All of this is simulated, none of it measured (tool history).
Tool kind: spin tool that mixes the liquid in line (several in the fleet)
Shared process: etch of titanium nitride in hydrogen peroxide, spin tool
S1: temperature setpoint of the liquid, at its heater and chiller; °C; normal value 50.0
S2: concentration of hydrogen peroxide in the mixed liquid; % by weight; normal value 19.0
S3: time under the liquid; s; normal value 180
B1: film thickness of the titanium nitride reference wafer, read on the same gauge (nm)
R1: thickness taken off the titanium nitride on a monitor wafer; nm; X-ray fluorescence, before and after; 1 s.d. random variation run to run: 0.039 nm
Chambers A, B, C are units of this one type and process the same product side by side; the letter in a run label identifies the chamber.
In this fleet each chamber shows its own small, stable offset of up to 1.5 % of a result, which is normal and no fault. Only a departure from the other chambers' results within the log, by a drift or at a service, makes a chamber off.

Run 1C, hour 6.2: usual settings; B1 60.047. Result: R1 4.9231 nm.
Run 2B, hour 14.1: usual settings; B1 60.016. Result: R1 4.9748 nm.
Run 3A, hour 23.2: usual settings; B1 60.021. Result: R1 4.9043 nm.
Run 4C, hour 29.3: usual settings; B1 60.047. Result: R1 4.9291 nm.
Run 5B, hour 34.8: usual settings but S2 14.5 % by weight; B1 60.011. Result: R1 4.7029 nm.
Run 6A, hour 41.9: usual settings but S2 14.5 % by weight; B1 60.034. Result: R1 4.5903 nm.
Run 7A, hour 51.0: usual settings but S2 14.5 % by weight; B1 60.008. Result: R1 4.5779 nm.
Run 8B, hour 57.9: usual settings; B1 60.012. Result: R1 4.9208 nm.
At hour 59.7: chamber B: new drum of peroxide connected.
Run 9C, hour 64.5: usual settings; B1 59.990. Result: R1 4.8497 nm.
Run 10A, hour 70.1: usual settings; B1 60.049. Result: R1 4.8361 nm.
At hour 73.9: chamber A: new drum of peroxide connected.
Run 11C, hour 75.5: usual settings; B1 59.970. Result: R1 4.8758 nm.
Run 12B, hour 82.8: usual settings; B1 59.980. Result: R1 4.8689 nm.
Run 13B, hour 87.5: usual settings; B1 59.974. Result: R1 4.9683 nm.
Run 14C, hour 96.3: usual settings; B1 60.011. Result: R1 4.8694 nm.
Run 15A, hour 102.2: usual settings but S1 44.0 °C, S2 24.0 % by weight; B1 59.995. Result: R1 3.2603 nm.
Run 16A, hour 111.6: usual settings but S1 44.0 °C, S2 24.0 % by weight; B1 59.982. Result: R1 3.2765 nm.
Run 17B, hour 120.2: usual settings but S1 44.0 °C, S2 24.0 % by weight; B1 59.985. Result: R1 3.3716 nm.
Run 18C, hour 125.3: usual settings; B1 59.969. Result: R1 4.9226 nm.
At hour 125.4: chamber A: heated supply line repaired.
Run 19B, hour 132.4: usual settings; B1 59.982. Result: R1 4.9270 nm.
Run 20C, hour 142.4: usual settings but S1 56.5 °C, S3 120 s; B1 60.016. Result: R1 5.1650 nm.
Run 21A, hour 152.6: usual settings but S1 56.5 °C, S3 120 s; B1 59.980. Result: R1 5.2323 nm.
Run 22B, hour 161.5: usual settings but S1 56.5 °C, S3 120 s; B1 60.013. Result: R1 5.2649 nm.
Run 23A, hour 169.5: usual settings; B1 59.984. Result: R1 4.9201 nm.
Run 24C, hour 175.5: usual settings; B1 59.967. Result: R1 4.8513 nm.
Run 25C, hour 183.0: usual settings; B1 59.980. Result: R1 4.8227 nm.
Run 26A, hour 188.2: usual settings; B1 59.969. Result: R1 4.9312 nm.
Run 27B, hour 195.9: usual settings; B1 59.999. Result: R1 5.0898 nm.
Run 28C, hour 206.0: usual settings but S2 14.5 % by weight, S3 215 s; B1 60.050. Result: R1 5.5761 nm.
At hour 206.7: chamber C: heated supply line repaired.
Run 29A, hour 212.9: usual settings but S2 14.5 % by weight, S3 215 s; B1 60.001. Result: R1 5.6142 nm.
Run 30B, hour 218.1: usual settings but S2 14.5 % by weight, S3 215 s; B1 60.034. Result: R1 5.7763 nm.
Run 31B, hour 225.4: usual settings; B1 60.040. Result: R1 5.1758 nm.
Run 32A, hour 233.9: usual settings; B1 59.998. Result: R1 4.9332 nm.
Run 33C, hour 238.9: usual settings; B1 59.979. Result: R1 4.9170 nm.
Run 34C, hour 247.8: usual settings; B1 60.003. Result: R1 4.9332 nm.
Run 35B, hour 254.2: usual settings but S3 80 s; B1 59.988. Result: R1 2.2772 nm.
At hour 260.2: chamber B: heated supply line repaired.
Run 36A, hour 264.3: usual settings but S3 80 s; B1 60.050. Result: R1 2.2003 nm.
Run 37C, hour 273.0: usual settings but S3 80 s; B1 59.998. Result: R1 2.1729 nm.
Run 38B, hour 278.1: usual settings; B1 59.978. Result: R1 5.1905 nm.
Run 39A, hour 283.1: usual settings but S1 45.5 °C; B1 59.958. Result: R1 3.5674 nm.
Run 40A, hour 290.6: usual settings but S1 45.5 °C; B1 59.977. Result: R1 3.5723 nm.
Run 41B, hour 297.2: usual settings but S1 45.5 °C; B1 60.010. Result: R1 3.7336 nm.
Run 42C, hour 305.2: usual settings; B1 59.994. Result: R1 4.8990 nm.
Run 43B, hour 311.8: usual settings; B1 59.979. Result: R1 5.2899 nm.
Run 44C, hour 320.7: usual settings; B1 60.009. Result: R1 4.8384 nm.

Which is it: a chamber that has drifted or been left off by a service, a gauge drift common to all chambers, or only each chamber's usual small offset? If a chamber is off, name it and its likeliest cause.

One chamber, B, drifts off from the rest bit by bit.
Most likely cause: liquid hotter than its thermometer reads (K) = 0.749.

Chamber B could run next with any of the 4 candidate recipes listed below; each alters the usual settings, and their results appear as question marks. Which one brings its results back in line with what the other chambers deliver on the usual settings?
Allowed miss from the other chambers' usual-settings mean, per result, to count as in line: R1 0.1400 nm
Run 45B-1, hour 328.2: usual settings but S1 49.5 °C, S3 175 s. Result: R1 ?.
Run 45B-2, hour 328.2: usual settings but S2 20.5 % by weight. Result: R1 ?.
Run 45B-3, hour 328.2: usual settings but S2 17.5 % by weight. Result: R1 ?.
Run 45B-4, hour 328.2: usual settings but S2 25.0 % by weight. Result: R1 ?.

Other chambers, usual settings, mean: R1 4.8994 nm
  run      R1
45B-1  4.9142
45B-2  5.3208
45B-3  5.1466
45B-4  5.5512
It is 45B-1 that realigns the chamber with its peers.
